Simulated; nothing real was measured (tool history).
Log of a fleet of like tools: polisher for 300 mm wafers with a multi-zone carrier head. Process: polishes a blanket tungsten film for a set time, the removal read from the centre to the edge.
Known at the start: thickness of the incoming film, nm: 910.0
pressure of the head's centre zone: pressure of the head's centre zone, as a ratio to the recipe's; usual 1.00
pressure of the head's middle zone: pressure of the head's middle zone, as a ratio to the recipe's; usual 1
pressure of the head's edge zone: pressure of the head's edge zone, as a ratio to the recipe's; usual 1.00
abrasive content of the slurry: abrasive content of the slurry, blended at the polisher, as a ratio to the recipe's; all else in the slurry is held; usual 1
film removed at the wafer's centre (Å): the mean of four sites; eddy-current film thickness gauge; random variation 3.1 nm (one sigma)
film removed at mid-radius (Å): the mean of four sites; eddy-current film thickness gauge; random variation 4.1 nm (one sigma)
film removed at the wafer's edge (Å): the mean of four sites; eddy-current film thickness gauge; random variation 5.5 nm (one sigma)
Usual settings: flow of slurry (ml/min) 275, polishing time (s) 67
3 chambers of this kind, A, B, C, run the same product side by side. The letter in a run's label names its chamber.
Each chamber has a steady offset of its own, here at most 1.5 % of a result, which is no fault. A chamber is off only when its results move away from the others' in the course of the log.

| run | hour | flow of slurry (ml/min) | pressure of the head's centre zone | pressure of the head's middle zone | pressure of the head's edge zone | abrasive content of the slurry | polishing time (s) | wafers polished on this pad | hours since the slurry nozzle was cleaned | hours since the centre zone pressure was calibrated | hours since the edge zone pressure was calibrated | film removed at the wafer's centre (Å) | film removed at mid-radius (Å) | film removed at the wafer's edge (Å) |
|---|---|---|---|---|---|---|---|---|---|---|---|---|---|---|
| 1C | 3.9 | 275 | 1.00 | 1 | 1.00 | 1 | 67 | 1099 | 119.1 | 946.2 | 487.4 | 3779.5 | 3717.0 | 3735.9 |
| 2B | 7.0 | 275 | 1.00 | 1 | 1.00 | 1 | 67 | 136 | 278.6 | 21.9 | 611.4 | 3793.9 | 3787.8 | 3870.4 |
|  | 7.9 | chamber C: worn pad replaced by a new one |
| 3A | 11.6 | 275 | 1.00 | 1 | 1.00 | 1 | 67 | 916 | 580.1 | 377.8 | 187.2 | 3733.2 | 3806.2 | 3783.4 |
| 4B | 16.1 | 275 | 1.00 | 1 | 1.00 | 1 | 67 | 235 | 287.7 | 31.0 | 620.5 | 3823.6 | 3735.4 | 3752.6 |
| 5A | 21.5 | 275 | 1.00 | 1 | 1.00 | 1 | 67 | 1024 | 590.0 | 387.7 | 197.1 | 3751.1 | 3787.4 | 3937.8 |
| 6C | 24.6 | 275 | 1.00 | 1 | 1.00 | 1 | 67 | 183 | 139.8 | 966.9 | 508.1 | 3783.9 | 3712.6 | 3819.4 |
| 7B | 28.7 | 275 | 1.00 | 1 | 1.00 | 1 | 67 | 373 | 300.3 | 43.6 | 633.1 | 3782.3 | 3747.5 | 3713.1 |
| 8A | 33.0 | 275 | 1.00 | 1 | 1.00 | 1 | 67 | 1150 | 601.5 | 399.2 | 208.6 | 3738.9 | 3734.7 | 3814.4 |
| 9C | 37.7 | 235 | 0.94 | 1 | 1.00 | 1 | 67 | 326 | 152.9 | 980.0 | 521.2 | 3475.1 | 3687.8 | 3721.6 |
| 10B | 42.1 | 235 | 0.94 | 1 | 1.00 | 1 | 67 | 519 | 313.7 | 57.0 | 646.5 | 3456.5 | 3695.3 | 3737.3 |
|  | 44.0 | chamber A: worn pad replaced by a new one |
| 11C | 46.2 | 235 | 0.94 | 1 | 1.00 | 1 | 67 | 419 | 161.4 | 988.5 | 529.7 | 3484.5 | 3654.0 | 3724.7 |
|  | 48.0 | chamber C: edge zone pressure recalibrated |
| 12A | 51.4 | 235 | 0.95 | 1 | 1.00 | 1 | 67 | 81 | 619.9 | 417.6 | 227.0 | 3485.2 | 3719.5 | 3757.0 |
|  | 53.9 | chamber B: worn pad replaced by a new one |
| 13A | 56.3 | 235 | 0.95 | 1 | 1.00 | 1 | 67 | 135 | 624.8 | 422.5 | 231.9 | 3458.9 | 3778.8 | 3691.7 |
| 14B | 59.4 | 235 | 0.95 | 1 | 1.00 | 1 | 67 | 61 | 331.0 | 74.3 | 663.8 | 3500.6 | 3674.3 | 3720.2 |
|  | 63.8 | chamber A: centre zone pressure recalibrated |
| 15C | 63.8 | 275 | 1.00 | 1 | 1.00 | 1 | 67 | 611 | 179.0 | 1006.1 | 15.8 | 3760.0 | 3768.7 | 3789.9 |
| 16A | 68.6 | 275 | 1.00 | 1 | 1.00 | 1 | 67 | 269 | 637.1 | 4.8 | 244.2 | 3738.6 | 3881.7 | 3758.6 |
| 17B | 71.7 | 275 | 1.00 | 1 | 1.00 | 1 | 67 | 195 | 343.3 | 86.6 | 676.1 | 3768.6 | 3799.9 | 3758.6 |
| 18C | 76.9 | 275 | 1.00 | 1 | 1.00 | 1 | 67 | 754 | 192.1 | 1019.2 | 28.9 | 3791.0 | 3763.2 | 3851.0 |
| 19A | 82.0 | 275 | 1.00 | 1 | 1.00 | 1 | 67 | 415 | 650.5 | 18.2 | 257.6 | 3690.8 | 3784.6 | 3727.5 |
| 20C | 87.4 | 275 | 1.00 | 1 | 1.00 | 1 | 67 | 869 | 202.6 | 1029.7 | 39.4 | 3752.6 | 3671.2 | 3811.0 |
| 21B | 90.1 | 275 | 1.00 | 1 | 1.00 | 1 | 81 | 396 | 361.7 | 105.0 | 694.5 | 4540.4 | 4500.3 | 4706.1 |
|  | 92.6 | chamber C: worn pad replaced by a new one |
| 22C | 94.9 | 275 | 1.00 | 1 | 1.00 | 1 | 81 | 25 | 210.1 | 1037.2 | 46.9 | 4548.9 | 4592.0 | 4546.4 |
| 23A | 97.5 | 275 | 1.00 | 1 | 1.00 | 1 | 81 | 585 | 666.0 | 33.7 | 273.1 | 4517.0 | 4514.6 | 4603.3 |
|  | 101.7 | chamber B: worn pad replaced by a new one |
| 24B | 102.8 | 275 | 1.00 | 1 | 1.00 | 1 | 67 | 12 | 374.4 | 117.7 | 707.2 | 3727.8 | 3727.4 | 3707.5 |
|  | 103.4 | chamber C: centre zone pressure recalibrated |
| 25C | 108.2 | 275 | 1.00 | 1 | 1.00 | 1 | 67 | 171 | 223.4 | 4.8 | 60.2 | 3366.2 | 3756.4 | 3824.5 |
| 26A | 113.5 | 275 | 1.00 | 1 | 1.00 | 1 | 67 | 760 | 682.0 | 49.7 | 289.1 | 3697.5 | 3822.4 | 3847.4 |
| 27B | 118.4 | 275 | 1.00 | 1 | 1.00 | 1 | 67 | 182 | 390.0 | 133.3 | 722.8 | 3791.6 | 3784.4 | 3720.7 |
| 28B | 121.0 | 275 | 1.00 | 1 | 1.00 | 1 | 67 | 211 | 392.6 | 135.9 | 725.4 | 3739.4 | 3768.6 | 3760.3 |
| 29C | 125.6 | 275 | 1.00 | 1 | 1.00 | 1 | 67 | 361 | 240.8 | 22.2 | 77.6 | 3410.3 | 3763.4 | 3746.3 |
| 30A | 130.2 | 275 | 1.00 | 1 | 0.89 | 1 | 67 | 942 | 698.7 | 66.4 | 305.8 | 3781.7 | 3743.7 | 3501.7 |
| 31A | 135.3 | 275 | 1.00 | 1 | 0.89 | 1 | 67 | 998 | 703.8 | 71.5 | 310.9 | 3738.6 | 3796.4 | 3564.6 |
| 32B | 139.7 | 275 | 1.00 | 1 | 0.89 | 1 | 67 | 415 | 411.3 | 154.6 | 744.1 | 3788.7 | 3682.8 | 3651.2 |
| 33C | 142.7 | 275 | 1.00 | 1 | 1.00 | 1 | 67 | 548 | 257.9 | 39.3 | 94.7 | 3373.1 | 3805.7 | 3691.4 |
| 34C | 147.9 | 275 | 1.00 | 1 | 1.00 | 1 | 67 | 605 | 263.1 | 44.5 | 99.9 | 3367.4 | 3741.9 | 3776.4 |
| 35B | 152.7 | 275 | 1.00 | 1 | 1.00 | 1 | 67 | 557 | 424.3 | 167.6 | 757.1 | 3778.2 | 3679.8 | 3799.3 |
|  | 155.4 | chamber A: worn pad replaced by a new one |
|  | 155.4 | chamber B: worn pad replaced by a new one |
| 36A | 158.0 | 275 | 1.00 | 1 | 1.00 | 1 | 67 | 28 | 726.5 | 94.2 | 333.6 | 3776.7 | 3776.1 | 3795.7 |
| 37A | 162.1 | 275 | 1.00 | 1 | 1.00 | 1 | 67 | 73 | 730.6 | 98.3 | 337.7 | 3719.6 | 3740.8 | 3809.5 |
| 38B | 165.1 | 275 | 1.00 | 1 | 1.00 | 1 | 67 | 106 | 436.7 | 180.0 | 769.5 | 3810.0 | 3743.8 | 3766.7 |
| 39C | 168.9 | 275 | 1.00 | 1 | 1.00 | 1 | 67 | 834 | 284.1 | 65.5 | 120.9 | 3396.4 | 3731.2 | 3713.4 |

All 3 chambers run these settings next. Forecast each chamber's results:
| 40A | 172.8 | 275 | 1.00 | 1 | 1.00 | 1 | 67 |  |  |  |  | ? | ? | ? |
| 40B | 172.8 | 275 | 1.00 | 1 | 1.00 | 1 | 67 |  |  |  |  | ? | ? | ? |
| 40C | 172.8 | 275 | 1.00 | 1 | 1.00 | 1 | 67 |  |  |  |  | ? | ? | ? |

| run | film removed at the wafer's centre (Å) | film removed at mid-radius (Å) | film removed at the wafer's edge (Å) |
|---|---|---|---|
| 40A | 3743.2 | 3798.1 | 3787.7 |
| 40B | 3818.0 | 3785.9 | 3693.7 |
| 40C | 3400.8 | 3657.4 | 3812.2 |
